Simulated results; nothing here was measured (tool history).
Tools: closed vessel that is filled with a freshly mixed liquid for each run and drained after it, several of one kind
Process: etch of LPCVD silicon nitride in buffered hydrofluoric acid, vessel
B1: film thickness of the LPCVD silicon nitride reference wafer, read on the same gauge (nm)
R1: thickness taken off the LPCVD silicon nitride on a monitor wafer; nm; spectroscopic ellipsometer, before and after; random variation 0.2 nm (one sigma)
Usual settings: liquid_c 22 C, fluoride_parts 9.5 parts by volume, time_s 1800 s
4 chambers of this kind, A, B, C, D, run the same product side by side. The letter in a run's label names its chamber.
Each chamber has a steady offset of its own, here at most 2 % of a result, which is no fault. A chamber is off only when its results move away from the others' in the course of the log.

{"run": "1C", "hour": 3.7, "liquid_c": 22, "fluoride_parts": 9.5, "time_s": 1800, "B1": 140.02, "R1": 20.337}
{"run": "2A", "hour": 8.3, "liquid_c": 22, "fluoride_parts": 9.5, "time_s": 1800, "B1": 139.99, "R1": 19.894}
{"run": "3B", "hour": 12.4, "liquid_c": 22, "fluoride_parts": 9.5, "time_s": 1800, "B1": 140.01, "R1": 20.73}
{"run": "4D", "hour": 16.9, "liquid_c": 22, "fluoride_parts": 9.5, "time_s": 1800, "B1": 140.04, "R1": 20.317}
{"run": "5A", "hour": 20.8, "liquid_c": 24, "fluoride_parts": 9.5, "time_s": 1800, "B1": 140.06, "R1": 22.559}
{"run": "6B", "hour": 26.8, "liquid_c": 24, "fluoride_parts": 9.5, "time_s": 1800, "B1": 140.01, "R1": 22.767}
{"run": "7C", "hour": 29.9, "liquid_c": 24, "fluoride_parts": 9.5, "time_s": 1800, "B1": 140.02, "R1": 22.366}
{"run": "8D", "hour": 35.4, "liquid_c": 24, "fluoride_parts": 9.5, "time_s": 1800, "B1": 140.04, "R1": 22.353}
{"run": "9A", "hour": 40.3, "liquid_c": 22, "fluoride_parts": 9.5, "time_s": 1800, "B1": 140.03, "R1": 20.783}
{"run": "10C", "hour": 45.2, "liquid_c": 22, "fluoride_parts": 9.5, "time_s": 1800, "B1": 140.02, "R1": 20.495}
{"run": "11D", "hour": 51.3, "liquid_c": 22, "fluoride_parts": 9.5, "time_s": 1800, "B1": 139.98, "R1": 20.183}
{"run": "12B", "hour": 57.3, "liquid_c": 22, "fluoride_parts": 9.5, "time_s": 1800, "B1": 140.03, "R1": 20.329}
{"run": "13A", "hour": 61.2, "liquid_c": 22, "fluoride_parts": 9.5, "time_s": 1800, "B1": 140.01, "R1": 20.091}
{"run": "14D", "hour": 66.3, "liquid_c": 22, "fluoride_parts": 9.5, "time_s": 1800, "B1": 139.98, "R1": 19.775}
{"run": "15B", "hour": 70.2, "liquid_c": 22, "fluoride_parts": 9.5, "time_s": 1800, "B1": 139.99, "R1": 20.733}
{"run": "16C", "hour": 76.2, "liquid_c": 22, "fluoride_parts": 9.5, "time_s": 1800, "B1": 140.05, "R1": 19.715}
{"run": "17B", "hour": 80.9, "liquid_c": 22, "fluoride_parts": 9.5, "time_s": 1800, "B1": 139.99, "R1": 20.533}
{"run": "18A", "hour": 86.4, "liquid_c": 22, "fluoride_parts": 9.5, "time_s": 1800, "B1": 140.01, "R1": 19.95}
{"run": "19C", "hour": 90.1, "liquid_c": 22, "fluoride_parts": 9.5, "time_s": 1800, "B1": 140.03, "R1": 20.375}
{"run": "20D", "hour": 94.4, "liquid_c": 22, "fluoride_parts": 9.5, "time_s": 1800, "B1": 140.01, "R1": 19.779}
{"run": "21B", "hour": 100.5, "liquid_c": 22, "fluoride_parts": 9.5, "time_s": 1800, "B1": 139.98, "R1": 20.754}
{"run": "22C", "hour": 106.3, "liquid_c": 22, "fluoride_parts": 9.5, "time_s": 1800, "B1": 139.95, "R1": 20.208}
{"run": "23D", "hour": 112.4, "liquid_c": 22, "fluoride_parts": 9.5, "time_s": 1800, "B1": 139.96, "R1": 19.524}
{"run": "24A", "hour": 117.1, "liquid_c": 22, "fluoride_parts": 9.5, "time_s": 1800, "B1": 139.97, "R1": 20.618}
{"run": "25B", "hour": 121.8, "liquid_c": 22, "fluoride_parts": 9.5, "time_s": 1800, "B1": 140.03, "R1": 20.537}
{"run": "26C", "hour": 127.4, "liquid_c": 22, "fluoride_parts": 9.5, "time_s": 1800, "B1": 140, "R1": 20.229}
{"run": "27D", "hour": 133.8, "liquid_c": 22, "fluoride_parts": 9.5, "time_s": 1800, "B1": 140, "R1": 18.984}
{"run": "28A", "hour": 139.3, "liquid_c": 22, "fluoride_parts": 9.5, "time_s": 1800, "B1": 139.99, "R1": 20.416}
{"run": "29A", "hour": 142.7, "liquid_c": 22, "fluoride_parts": 9.5, "time_s": 1800, "B1": 140.02, "R1": 20.108}
{"run": "30C", "hour": 147.5, "liquid_c": 22, "fluoride_parts": 9.5, "time_s": 1800, "B1": 140.01, "R1": 19.902}
{"run": "31D", "hour": 153.9, "liquid_c": 22, "fluoride_parts": 9.5, "time_s": 1800, "B1": 139.96, "R1": 18.687}
{"run": "32B", "hour": 157.8, "liquid_c": 22, "fluoride_parts": 9.5, "time_s": 1800, "B1": 140.03, "R1": 20.562}
{"run": "33D", "hour": 161.8, "liquid_c": 19.5, "fluoride_parts": 6, "time_s": 1800, "B1": 140.02, "R1": 25.338}
{"run": "34A", "hour": 166.7, "liquid_c": 19.5, "fluoride_parts": 6, "time_s": 1800, "B1": 139.96, "R1": 27.446}
{"run": "35B", "hour": 172.3, "liquid_c": 19.5, "fluoride_parts": 6, "time_s": 1800, "B1": 139.98, "R1": 27.955}
{"run": "36C", "hour": 176.9, "liquid_c": 19.5, "fluoride_parts": 6, "time_s": 1800, "B1": 140, "R1": 26.637}
{"run": "37B", "hour": 179.7, "liquid_c": 22, "fluoride_parts": 9.5, "time_s": 1800, "B1": 140.02, "R1": 20.381}

All 4 chambers run these settings next. Forecast each chamber's results:
{"run": "38A", "hour": 184.3, "liquid_c": 22, "fluoride_parts": 9.5, "time_s": 2780, "R1": "?"}
{"run": "38B", "hour": 184.3, "liquid_c": 22, "fluoride_parts": 9.5, "time_s": 2780, "R1": "?"}
{"run": "38C", "hour": 184.3, "liquid_c": 22, "fluoride_parts": 9.5, "time_s": 2780, "R1": "?"}
{"run": "38D", "hour": 184.3, "liquid_c": 22, "fluoride_parts": 9.5, "time_s": 2780, "R1": "?"}

run=38A R1=31.047
run=38B R1=32.035
run=38C R1=31.39
run=38D R1=28.478
